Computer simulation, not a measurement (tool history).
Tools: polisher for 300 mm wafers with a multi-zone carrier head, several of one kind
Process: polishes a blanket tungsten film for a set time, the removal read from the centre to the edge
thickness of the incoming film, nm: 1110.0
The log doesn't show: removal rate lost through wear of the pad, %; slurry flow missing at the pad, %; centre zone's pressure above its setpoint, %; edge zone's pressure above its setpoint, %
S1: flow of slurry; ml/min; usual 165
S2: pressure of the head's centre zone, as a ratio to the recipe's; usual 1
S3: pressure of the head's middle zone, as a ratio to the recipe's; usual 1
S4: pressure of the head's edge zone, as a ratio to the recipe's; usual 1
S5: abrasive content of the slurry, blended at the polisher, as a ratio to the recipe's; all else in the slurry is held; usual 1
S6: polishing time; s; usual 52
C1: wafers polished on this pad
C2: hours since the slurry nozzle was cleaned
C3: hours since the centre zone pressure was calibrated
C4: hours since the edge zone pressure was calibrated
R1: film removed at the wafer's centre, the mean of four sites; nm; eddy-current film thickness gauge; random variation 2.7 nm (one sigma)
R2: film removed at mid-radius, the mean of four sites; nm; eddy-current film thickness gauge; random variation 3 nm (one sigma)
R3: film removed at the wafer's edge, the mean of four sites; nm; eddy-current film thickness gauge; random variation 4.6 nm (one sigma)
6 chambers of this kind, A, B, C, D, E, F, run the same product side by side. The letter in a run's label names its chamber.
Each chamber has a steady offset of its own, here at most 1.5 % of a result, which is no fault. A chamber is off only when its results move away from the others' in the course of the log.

run,hour,S1,S2,S3,S4,S5,S6,C1,C2,C3,C4,R1,R2,R3
# hour 9.1: chamber D: worn pad replaced by a new one
1C,11.3,165,1,1,1,1,52,576,559.4,728.4,276.2,330.24,337.23,329.52
# hour 12.5: chamber F: centre zone pressure recalibrated
2B,19.8,165,1,1,1,1,52,886,130.9,425.8,153,331.4,332.19,325.69
# hour 22: chamber C: worn pad replaced by a new one
# hour 28.9: chamber B: worn pad replaced by a new one
3F,30.3,165,1,1,1,1,52,459,345.6,17.8,191.1,328.81,327.82,325.06
# hour 32.4: chamber D: slurry nozzle cleaned
4D,39.6,165,1,1,1,1,52,299,7.2,537.2,471.8,329.57,332.51,335.97
# hour 45.5: chamber E: slurry nozzle cleaned
# hour 50.3: chamber E: worn pad replaced by a new one
5A,51.4,165,1,1,1,1,52,845,125.4,699,57.2,332.97,332.46,336.83
# hour 55.2: chamber D: centre zone pressure recalibrated
# hour 56: chamber F: worn pad replaced by a new one
# hour 60.9: chamber D: edge zone pressure recalibrated
6E,62.7,165,1,1,1,1,52,122,17.2,403,1086.6,331.98,329.37,337.28
7C,68.7,165,1,1,1,1,52,459,616.8,785.8,333.6,327.37,334.99,327.74
# hour 69.9: chamber A: worn pad replaced by a new one
8F,75.3,165,1,1,1,1,52,190,390.6,62.8,236.1,335.18,328.31,338.13
9E,83.3,165,1,1,1,1,52,324,37.8,423.6,1107.2,332.62,329.25,331.95
10B,90.1,165,1,1,1,1,52,601,201.2,496.1,223.3,331.9,335.87,327.34
# hour 96.1: chamber C: worn pad replaced by a new one
# hour 98.8: chamber B: slurry nozzle cleaned
11D,100,165,1,1,1,1,52,893,67.6,44.9,39.2,332.68,333.27,330.73
# hour 105.3: chamber F: slurry nozzle cleaned
12A,112.4,165,0.94,1,1,1.15,52,418,186.4,760,118.2,319.89,350.41,346.38
13F,118.5,165,0.94,1,1,1.15,52,614,13.3,106,279.3,319.71,339.65,339.16
# hour 123.3: chamber B: worn pad replaced by a new one
# hour 124.7: chamber E: worn pad replaced by a new one
14E,126.4,165,0.94,1,1,1.15,52,16,80.9,466.7,1150.3,323.53,341.27,342.62
# hour 134.3: chamber F: worn pad replaced by a new one
15B,136.2,165,0.94,1,1,1.15,52,126,37.5,542.2,269.4,315.07,346.2,342.32
16D,145.5,165,0.94,1,1,1.15,52,1339,113.1,90.4,84.7,321.21,349.13,349.98
# hour 146.5: chamber C: centre zone pressure recalibrated
# hour 152.1: chamber D: worn pad replaced by a new one
17C,158.1,165,0.94,1,1,1.15,52,609,706.2,11.6,423,345.41,349.42,346.31
# hour 159.6: chamber C: worn pad replaced by a new one
# hour 161.6: chamber E: centre zone pressure recalibrated
18A,168.8,165,1,1.1,1,1,52,972,242.8,816.4,174.6,326.9,371.17,337.9
# hour 169.3: chamber C: edge zone pressure recalibrated
19E,181.9,165,1,1.1,1,1,52,561,136.4,20.4,1205.8,334.36,363.46,333.33
# hour 189.6: chamber A: worn pad replaced by a new one
20B,190.7,165,1,1.1,1,1,52,662,92,596.7,323.9,330.83,361.39,330.45
21D,201.1,165,1,1.1,1,1,52,482,168.7,146,140.3,330.19,368.29,330.84
# hour 201.6: chamber B: worn pad replaced by a new one
# hour 206.3: chamber E: worn pad replaced by a new one
22F,209.1,165,1,1.1,1,1,52,735,103.9,196.6,369.9,327.42,357.49,331.74
# hour 211.9: chamber F: worn pad replaced by a new one
# hour 221: chamber C: worn pad replaced by a new one
23A,221.6,165,1,1.1,1,1,52,315,295.6,869.2,227.4,332.65,361.3,334.46
24C,234.6,165,1,1,1.06,1,52,134,782.7,88.1,65.3,362.92,336.76,344.84
# hour 237.3: chamber E: edge zone pressure recalibrated
25F,243.9,165,1,1,1.06,1,52,315,138.7,231.4,404.7,334.96,329.15,351.34
26D,256.2,165,1,1,1.06,1,52,1023,223.8,201.1,195.4,333.99,331.46,340.83
27C,264.6,165,1,1,1.06,1,52,428,812.7,118.1,95.3,358.14,333.14,343.7
# hour 265.3: chamber A: centre zone pressure recalibrated
28A,276.5,165,1,1,1.06,1,52,854,350.5,11.3,282.3,333.59,335.27,347.54
# hour 277.5: chamber D: worn pad replaced by a new one
# hour 282.7: chamber E: worn pad replaced by a new one
29B,288.3,165,1,1,1.06,1,52,851,189.6,694.3,421.5,332.04,332.87,342.78
# hour 289.5: chamber C: slurry nozzle cleaned
# hour 290.6: chamber B: worn pad replaced by a new one
# hour 293.4: chamber C: worn pad replaced by a new one
# hour 294.2: chamber F: worn pad replaced by a new one
30E,298.1,165,1,1,1,1,52,151,252.6,136.6,60.9,333.38,326.5,326.98
# hour 301.8: chamber A: worn pad replaced by a new one
31F,309.5,165,1,1,1,1,52,151,204.3,297,470.3,327.84,326.17,332.7
32B,321,165,1,1,1,1,52,298,222.3,727,454.2,329.32,328.84,323.95
33D,326.9,200,1,0.92,1,1,52,485,294.5,271.8,266.1,342.81,319.39,347.42
34C,334.2,200,1,0.92,1,1,52,401,44.7,187.7,164.9,370.98,318.88,337.37
35A,339.9,200,1,0.92,1,1,52,374,413.9,74.7,345.7,343.89,320.38,337.55
36E,348.5,200,1,0.92,1,1,52,646,303,187,111.3,341.6,316.33,338.25
37C,355.5,200,1,0.92,1,1,52,610,66,209,186.2,371.3,313.38,344.42

What goes on in this fleet: one chamber off, a drifting gauge, or nothing beyond the chambers' own small offsets? Name the chamber and the cause, if any.

A service left chamber C off against the others.
Cause: centre zone's pressure above its setpoint, % = 6.47.

Here are 4 candidates for chamber C's next run, each the usual settings with a change, their results left as question marks. Which one brings its results back in line with what the others give on the usual settings?
In line means no further than this from the other chambers' mean on the usual settings: R1 9.4 nm; R2 11 nm; R3 16 nm
38C-1,365,160,0.94,1.01,1.02,1,52,,,,,?,?,?
38C-2,365,170,1.06,0.99,0.98,1,52,,,,,?,?,?
38C-3,365,175,1.12,0.98,0.96,1,53,,,,,?,?,?
38C-4,365,155,0.89,1.01,1.04,1,51,,,,,?,?,?

The other chambers' mean on the usual settings: R1 331.44 nm; R2 331.23 nm; R3 331.64 nm
run,R1,R2,R3
38C-1,332.61,336.76,334.51
38C-2,384.24,333.76,330.01
38C-3,418.17,338.47,333.93
38C-4,304.96,328.51,330.18
38C-1 brings the chamber back in line.

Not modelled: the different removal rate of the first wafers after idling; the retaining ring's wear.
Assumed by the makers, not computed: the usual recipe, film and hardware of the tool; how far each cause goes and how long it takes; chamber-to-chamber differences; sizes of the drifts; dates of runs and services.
